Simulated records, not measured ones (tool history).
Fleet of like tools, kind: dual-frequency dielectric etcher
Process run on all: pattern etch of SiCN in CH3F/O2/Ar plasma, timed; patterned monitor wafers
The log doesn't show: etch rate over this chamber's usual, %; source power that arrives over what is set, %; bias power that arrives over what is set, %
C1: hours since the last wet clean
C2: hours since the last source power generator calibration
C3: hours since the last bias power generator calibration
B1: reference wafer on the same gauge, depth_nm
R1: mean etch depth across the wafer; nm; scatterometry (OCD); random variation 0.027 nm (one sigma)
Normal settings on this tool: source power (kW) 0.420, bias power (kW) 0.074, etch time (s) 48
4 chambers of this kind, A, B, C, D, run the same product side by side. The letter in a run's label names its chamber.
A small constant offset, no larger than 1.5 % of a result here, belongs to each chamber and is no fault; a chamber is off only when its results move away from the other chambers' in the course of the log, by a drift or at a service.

Run 1C, hour 11.0: usual settings; C1 227.0; C2 820.6; C3 1742.2; B1 16.002. Result: R1 18.565 nm.
Run 2B, hour 23.0: usual settings; C1 403.0; C2 261.1; C3 1742.2; B1 15.999. Result: R1 18.287 nm.
Run 3D, hour 34.7: usual settings; C1 298.4; C2 144.7; C3 367.0; B1 15.990. Result: R1 18.609 nm.
Run 4A, hour 45.5: usual settings; C1 309.2; C2 1295.8; C3 163.8; B1 15.986. Result: R1 18.512 nm.
Run 5A, hour 54.6: usual settings; C1 318.3; C2 1304.9; C3 172.9; B1 15.991. Result: R1 18.590 nm.
Run 6C, hour 65.2: usual settings; C1 281.2; C2 874.8; C3 1796.4; B1 15.991. Result: R1 18.512 nm.
Run 7B, hour 79.4: usual settings; C1 459.4; C2 317.5; C3 1798.6; B1 15.980. Result: R1 18.290 nm.
Run 8D, hour 87.6: usual settings; C1 351.3; C2 197.6; C3 419.9; B1 15.983. Result: R1 18.631 nm.
Run 9D, hour 99.9: usual settings; C1 363.6; C2 209.9; C3 432.2; B1 15.973. Result: R1 18.646 nm.
Run 10C, hour 111.4: usual settings; C1 327.4; C2 921.0; C3 1842.6; B1 15.976. Result: R1 18.558 nm.
Run 11B, hour 120.0: usual settings; C1 500.0; C2 358.1; C3 1839.2; B1 15.968. Result: R1 18.290 nm.
At hour 133.4: chamber A: wet clean of the chamber.
Run 12A, hour 133.9: usual settings; C1 0.5; C2 1384.2; C3 252.2; B1 15.970. Result: R1 18.507 nm.
Run 13B, hour 141.1: usual settings; C1 521.1; C2 379.2; C3 1860.3; B1 15.966. Result: R1 18.268 nm.
Run 14D, hour 148.5: usual settings; C1 412.2; C2 258.5; C3 480.8; B1 15.957. Result: R1 18.559 nm.
Run 15C, hour 161.5: usual settings; C1 377.5; C2 971.1; C3 1892.7; B1 15.957. Result: R1 18.506 nm.
Run 16A, hour 173.9: usual settings; C1 40.5; C2 1424.2; C3 292.2; B1 15.962. Result: R1 18.484 nm.
Run 17B, hour 182.4: usual settings; C1 562.4; C2 420.5; C3 1901.6; B1 15.953. Result: R1 18.271 nm.
Run 18C, hour 198.0: usual settings; C1 414.0; C2 1007.6; C3 1929.2; B1 15.950. Result: R1 18.504 nm.
Run 19D, hour 206.2: usual settings; C1 469.9; C2 316.2; C3 538.5; B1 15.951. Result: R1 18.572 nm.
Run 20A, hour 214.1: usual settings; C1 80.7; C2 1464.4; C3 332.4; B1 15.949. Result: R1 18.492 nm.
Run 21D, hour 223.7: usual settings; C1 487.4; C2 333.7; C3 556.0; B1 15.950. Result: R1 18.551 nm.
Run 22A, hour 237.7: usual settings; C1 104.3; C2 1488.0; C3 356.0; B1 15.938. Result: R1 18.501 nm.
Run 23C, hour 248.2: usual settings; C1 464.2; C2 1057.8; C3 1979.4; B1 15.941. Result: R1 18.529 nm.
At hour 255.4: chamber B: wet clean of the chamber.
Run 24B, hour 260.3: usual settings; C1 5.0; C2 498.4; C3 1979.5; B1 15.942. Result: R1 18.250 nm.
Run 25C, hour 267.2: usual settings; C1 483.2; C2 1076.8; C3 1998.4; B1 15.937. Result: R1 18.475 nm.
Run 26D, hour 276.5: usual settings; C1 540.2; C2 386.5; C3 608.8; B1 15.941. Result: R1 18.557 nm.
Run 27A, hour 291.0: usual settings; C1 157.6; C2 1541.3; C3 409.3; B1 15.926. Result: R1 18.500 nm.
Run 28B, hour 304.4: usual settings but bias power (kW) 0.086; C1 49.1; C2 542.5; C3 2023.6; B1 15.929. Result: R1 19.239 nm.
At hour 310.7: chamber C: wet clean of the chamber.
Run 29C, hour 315.5: usual settings but bias power (kW) 0.086; C1 4.8; C2 1125.1; C3 2046.7; B1 15.926. Result: R1 19.519 nm.
Run 30D, hour 329.1: usual settings but bias power (kW) 0.086; C1 592.8; C2 439.1; C3 661.4; B1 15.918. Result: R1 19.580 nm.
Run 31A, hour 338.8: usual settings but bias power (kW) 0.086; C1 205.4; C2 1589.1; C3 457.1; B1 15.926. Result: R1 19.482 nm.
Run 32B, hour 349.2: usual settings but bias power (kW) 0.067, etch time (s) 53; C1 93.9; C2 587.3; C3 2068.4; B1 15.912. Result: R1 19.442 nm.
At hour 359.8: chamber D: wet clean of the chamber.
Run 33D, hour 362.8: usual settings but bias power (kW) 0.067, etch time (s) 53; C1 3.1; C2 472.8; C3 695.1; B1 15.918. Result: R1 19.803 nm.
Run 34A, hour 374.6: usual settings but bias power (kW) 0.067, etch time (s) 53; C1 241.2; C2 1624.9; C3 492.9; B1 15.910. Result: R1 19.669 nm.
Run 35C, hour 385.9: usual settings but bias power (kW) 0.067, etch time (s) 53; C1 75.2; C2 1195.5; C3 2117.1; B1 15.905. Result: R1 19.673 nm.

Next, all 4 chambers run the settings below, one line each with question marks for the results. What does each chamber give?
Run 36A, hour 397.3: usual settings. Result: R1 ?.
Run 36B, hour 397.3: usual settings. Result: R1 ?.
Run 36C, hour 397.3: usual settings. Result: R1 ?.
Run 36D, hour 397.3: usual settings. Result: R1 ?.

run      R1
36A  18.453
36B  18.209
36C  18.489
36D  18.539
